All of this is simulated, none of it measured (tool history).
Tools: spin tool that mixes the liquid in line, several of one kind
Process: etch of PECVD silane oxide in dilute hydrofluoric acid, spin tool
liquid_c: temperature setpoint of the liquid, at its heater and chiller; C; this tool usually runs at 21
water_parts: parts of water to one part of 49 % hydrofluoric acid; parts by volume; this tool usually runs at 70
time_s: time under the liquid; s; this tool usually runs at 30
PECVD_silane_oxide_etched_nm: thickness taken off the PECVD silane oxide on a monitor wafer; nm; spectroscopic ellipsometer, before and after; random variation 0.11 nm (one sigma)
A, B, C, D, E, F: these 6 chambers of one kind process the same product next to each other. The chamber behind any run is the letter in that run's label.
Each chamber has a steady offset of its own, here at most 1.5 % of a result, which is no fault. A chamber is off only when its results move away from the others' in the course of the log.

run,hour,liquid_c,water_parts,time_s,"read-back film thickness of the PECVD silane oxide reference wafer, read on the same gauge (nm)",PECVD_silane_oxide_etched_nm
1B,3.6,21,70,30,30.02,13.99
2C,8.3,21,70,30,30.025,13.732
# hour 9.7: chamber F: thermometer replaced
3D,12.7,21,70,30,30.049,13.685
4F,20.7,21,70,30,30.019,13.792
5E,27.8,21,70,30,29.968,13.546
6A,35.1,21,70,30,30.057,13.73
7A,38.5,21,70,30,30.002,13.784
8F,45,21,70,30,29.966,14.065
9D,52.1,21,70,30,29.962,13.717
10C,59.8,24.5,70,40,30.001,21.017
11B,66.4,24.5,70,40,30.015,21.54
12E,71.4,24.5,70,40,30.02,20.937
13D,77.7,24.5,70,40,29.983,20.843
14C,85.4,24.5,70,40,29.996,21.512
15E,90.2,24.5,70,40,30.002,20.946
16F,96.8,21,70,30,29.974,13.883
17A,102.5,21,70,30,30.059,13.659
18B,107.1,21,70,30,29.979,14.057
19F,111.9,21,70,30,29.987,13.913
20B,120,21,70,30,30.021,14.211
21E,126,21,70,30,30.041,13.526
22A,131.5,21,70,30,29.996,13.849
23C,136.9,21,70,30,29.972,13.775
24D,141.6,21,70,30,30.031,13.651
25C,147.8,26,45,30,30.054,27.081
26D,152,26,45,30,30.012,26.851
27A,157.5,26,45,30,30.008,27.522
28E,162.5,26,45,30,29.988,26.846
29F,167,26,45,30,29.982,27.451
30B,172.4,26,45,30,29.985,28.42
31E,176.8,17,70,50,29.959,19.058
32B,181.9,17,70,50,29.989,20.325
33D,187.4,17,70,50,30.013,19.272
34C,191.1,17,70,50,29.969,19.44
# hour 193.7: chamber E: hydrofluoric acid flow meter replaced
35F,198.1,17,70,50,30.001,19.805
36A,201.8,17,70,50,30.067,18.841
37A,207.9,21,70,30,30.036,13.835
38F,215.4,21,70,30,29.997,14.007
39E,219.1,21,70,30,29.988,13.732

One chamber off, gauge drift, or nothing amiss beyond the chambers' own small offsets? If it is a chamber, which one, and what is the likeliest cause?

Chamber B drifts away from the others.
What lies behind it: hydrofluoric acid flow above the setpoint (%) = 6.52.
The log may not separate it from: liquid hotter than its thermometer reads (K).

Chamber B could run next with any of the 4 candidate recipes listed below; each alters the usual settings, and their results appear as question marks. Which one brings its results back in line with what the other chambers deliver on the usual settings?
Maximum distance from the other chambers' mean on the usual settings for a result to count as in line: PECVD_silane_oxide_etched_nm 0.38 nm
40B-1,224.9,21,65,30,,?
40B-2,224.9,21,75,30,,?
40B-3,224.9,18,70,30,,?
40B-4,224.9,24,70,30,,?

Average result of the remaining chambers running the usual settings: PECVD_silane_oxide_etched_nm 13.727 nm
run,PECVD_silane_oxide_etched_nm
40B-1,15.995
40B-2,13.728
40B-3,13.003
40B-4,16.752
40B-2 brings the chamber back in line.

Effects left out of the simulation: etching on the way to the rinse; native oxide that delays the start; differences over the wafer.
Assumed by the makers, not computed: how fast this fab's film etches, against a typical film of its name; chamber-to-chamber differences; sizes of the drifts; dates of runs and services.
